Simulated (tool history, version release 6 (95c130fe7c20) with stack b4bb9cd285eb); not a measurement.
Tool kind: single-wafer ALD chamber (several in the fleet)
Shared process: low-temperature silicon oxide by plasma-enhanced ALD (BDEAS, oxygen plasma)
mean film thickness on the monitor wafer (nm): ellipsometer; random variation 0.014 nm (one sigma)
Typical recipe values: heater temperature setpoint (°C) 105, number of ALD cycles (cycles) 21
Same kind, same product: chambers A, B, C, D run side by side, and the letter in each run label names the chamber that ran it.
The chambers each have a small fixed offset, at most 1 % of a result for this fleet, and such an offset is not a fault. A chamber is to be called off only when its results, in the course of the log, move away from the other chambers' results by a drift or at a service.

run	day	heater temperature setpoint (°C)	number of ALD cycles (cycles)	hours since the last thermocouple change	read-back reference wafer on the same gauge, thickness_nm	mean film thickness on the monitor wafer (nm)
1D	0.446	105	21	764.9	2.8932	2.9676
2B	0.908	105	21	1325.2	2.8920	2.9774
3C	1.325	105	21	506.6	2.8915	2.9940
4A	1.708	105	21	524.5	2.8867	2.9746
5D	2.075	105	21	804.0	2.8901	2.9757
6A	2.471	105	21	542.8	2.8918	2.9859
7C	2.808	105	21	542.2	2.8953	2.9753
8B	3.162	105	21	1379.3	2.8877	3.0115
# day 3.267: chamber B: thermocouple changed; heater temperature recalibrated
9C	3.533	105	21	559.6	2.8858	2.9794
10A	3.912	105	21	577.4	2.8885	2.9891
11D	4.300	105	21	857.4	2.8934	2.9814
12B	4.708	105	21	34.7	2.8899	3.0014
13A	5.150	105	21	607.1	2.8893	2.9867
# day 5.238: chamber D: thermocouple changed; heater temperature recalibrated
14D	5.488	120	24	6.0	2.8913	3.3086
15C	5.829	120	24	614.7	2.8890	3.3293
16B	6.112	120	24	68.4	2.8893	3.3657
17B	6.404	120	24	75.4	2.8915	3.3264
18D	6.838	105	21	38.4	2.8888	2.9894
19C	7.067	105	21	644.4	2.8880	2.9987
20A	7.321	105	21	659.2	2.8905	2.9887
21B	7.679	105	21	106.0	2.8903	2.9599
22D	7.908	105	21	64.1	2.8911	2.9561
23A	8.196	105	21	680.2	2.8894	2.9819
24C	8.542	105	21	679.8	2.8914	2.9783
25A	8.950	105	21	698.3	2.8925	2.9567
26C	9.175	105	21	695.0	2.8881	2.9905
27D	9.579	105	21	104.2	2.8905	2.9746
28B	10.012	105	21	162.0	2.8916	2.9854
29C	10.296	105	21	721.9	2.8877	2.9702
30A	10.712	113	23	740.6	2.8878	3.2043
31B	10.958	113	23	184.7	2.8887	3.2343
32D	11.217	113	23	143.5	2.8912	3.1918

Is one chamber out of step, is the gauge drifting, or do the chambers differ by no more than their own small offsets? For an off chamber, give its letter and the likeliest cause.

Beyond each chamber's small constant offset nothing stands out, and the gauge stays steady.

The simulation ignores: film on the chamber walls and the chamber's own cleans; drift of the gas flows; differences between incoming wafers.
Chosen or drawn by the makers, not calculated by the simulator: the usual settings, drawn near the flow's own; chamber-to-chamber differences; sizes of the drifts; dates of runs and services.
